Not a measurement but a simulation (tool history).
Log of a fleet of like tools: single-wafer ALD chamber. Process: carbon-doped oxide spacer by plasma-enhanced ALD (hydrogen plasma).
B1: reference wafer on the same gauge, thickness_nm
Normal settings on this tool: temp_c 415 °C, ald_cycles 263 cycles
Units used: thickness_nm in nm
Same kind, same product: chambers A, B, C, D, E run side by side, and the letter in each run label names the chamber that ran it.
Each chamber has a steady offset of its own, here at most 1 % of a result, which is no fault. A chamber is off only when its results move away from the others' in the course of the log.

Run 1E, hour 3.6: usual settings; B1 10.500. Result: thickness_nm 12.604 nm.
Run 2A, hour 6.0: usual settings; B1 10.504. Result: thickness_nm 12.591 nm.
Run 3D, hour 8.2: usual settings; B1 10.501. Result: thickness_nm 12.562 nm.
Run 4C, hour 11.2: usual settings; B1 10.500. Result: thickness_nm 12.552 nm.
Run 5B, hour 14.2: usual settings; B1 10.506. Result: thickness_nm 12.617 nm.
Run 6B, hour 17.8: usual settings but temp_c 428 °C, ald_cycles 304 cycles; B1 10.507. Result: thickness_nm 13.991 nm.
Run 7C, hour 21.0: usual settings but temp_c 428 °C, ald_cycles 304 cycles; B1 10.507. Result: thickness_nm 13.891 nm.
Run 8D, hour 25.8: usual settings but temp_c 428 °C, ald_cycles 304 cycles; B1 10.510. Result: thickness_nm 13.906 nm.
Run 9A, hour 29.6: usual settings but temp_c 428 °C, ald_cycles 304 cycles; B1 10.508. Result: thickness_nm 13.950 nm.
Run 10E, hour 33.0: usual settings but temp_c 428 °C, ald_cycles 304 cycles; B1 10.513. Result: thickness_nm 14.006 nm.
At hour 33.4: chamber C: thermocouple changed; heater temperature recalibrated.
Run 11D, hour 37.6: usual settings but temp_c 421 °C, ald_cycles 219 cycles; B1 10.510. Result: thickness_nm 10.272 nm.
Run 12B, hour 41.8: usual settings but temp_c 421 °C, ald_cycles 219 cycles; B1 10.514. Result: thickness_nm 10.340 nm.
Run 13A, hour 44.6: usual settings but temp_c 421 °C, ald_cycles 219 cycles; B1 10.517. Result: thickness_nm 10.297 nm.
Run 14C, hour 47.4: usual settings but temp_c 421 °C, ald_cycles 219 cycles; B1 10.516. Result: thickness_nm 10.250 nm.
Run 15E, hour 49.7: usual settings but temp_c 421 °C, ald_cycles 219 cycles; B1 10.517. Result: thickness_nm 10.341 nm.
Run 16D, hour 52.0: usual settings but temp_c 402 °C; B1 10.518. Result: thickness_nm 13.080 nm.
Run 17E, hour 55.7: usual settings but temp_c 402 °C; B1 10.517. Result: thickness_nm 13.161 nm.
Run 18A, hour 59.1: usual settings but temp_c 402 °C; B1 10.523. Result: thickness_nm 13.156 nm.
Run 19B, hour 62.2: usual settings but temp_c 402 °C; B1 10.519. Result: thickness_nm 13.171 nm.
Run 20C, hour 66.2: usual settings but temp_c 402 °C; B1 10.523. Result: thickness_nm 13.101 nm.
Run 21E, hour 70.7: usual settings; B1 10.526. Result: thickness_nm 12.659 nm.
Run 22B, hour 75.0: usual settings; B1 10.531. Result: thickness_nm 12.662 nm.
Run 23A, hour 78.0: usual settings but temp_c 410 °C, ald_cycles 242 cycles; B1 10.530. Result: thickness_nm 11.807 nm.
Run 24C, hour 80.7: usual settings but temp_c 410 °C, ald_cycles 242 cycles; B1 10.530. Result: thickness_nm 11.772 nm.
Run 25D, hour 84.6: usual settings but temp_c 410 °C, ald_cycles 242 cycles; B1 10.530. Result: thickness_nm 11.758 nm.
Run 26E, hour 86.8: usual settings but temp_c 410 °C, ald_cycles 242 cycles; B1 10.534. Result: thickness_nm 11.835 nm.
Run 27D, hour 91.5: usual settings but temp_c 410 °C, ald_cycles 242 cycles; B1 10.533. Result: thickness_nm 11.753 nm.
Run 28B, hour 94.8: usual settings; B1 10.534. Result: thickness_nm 12.632 nm.
Run 29C, hour 98.4: usual settings; B1 10.536. Result: thickness_nm 12.580 nm.
Run 30A, hour 102.7: usual settings; B1 10.535. Result: thickness_nm 12.603 nm.
Run 31A, hour 105.5: usual settings; B1 10.537. Result: thickness_nm 12.651 nm.
Run 32D, hour 108.4: usual settings; B1 10.541. Result: thickness_nm 12.586 nm.
Run 33E, hour 110.6: usual settings; B1 10.538. Result: thickness_nm 12.689 nm.
Run 34C, hour 114.7: usual settings; B1 10.539. Result: thickness_nm 12.594 nm.
Run 35B, hour 116.9: usual settings; B1 10.543. Result: thickness_nm 12.665 nm.
Run 36D, hour 121.2: usual settings; B1 10.542. Result: thickness_nm 12.605 nm.
Run 37C, hour 124.8: usual settings; B1 10.546. Result: thickness_nm 12.574 nm.
Run 38B, hour 127.2: usual settings; B1 10.543. Result: thickness_nm 12.681 nm.
Run 39A, hour 130.8: usual settings but ald_cycles 247 cycles; B1 10.546. Result: thickness_nm 11.889 nm.
Run 40E, hour 135.6: usual settings but ald_cycles 247 cycles; B1 10.548. Result: thickness_nm 11.893 nm.

Is one chamber off against the others, does the gauge drift, or is nothing wrong? If a chamber is off, say which, and what the likeliest cause is.

It is the gauge, not a chamber: its drift shows up in every chamber's results at once, and no chamber is off.
What lies behind it: gauge reads high (%) = 0.481.
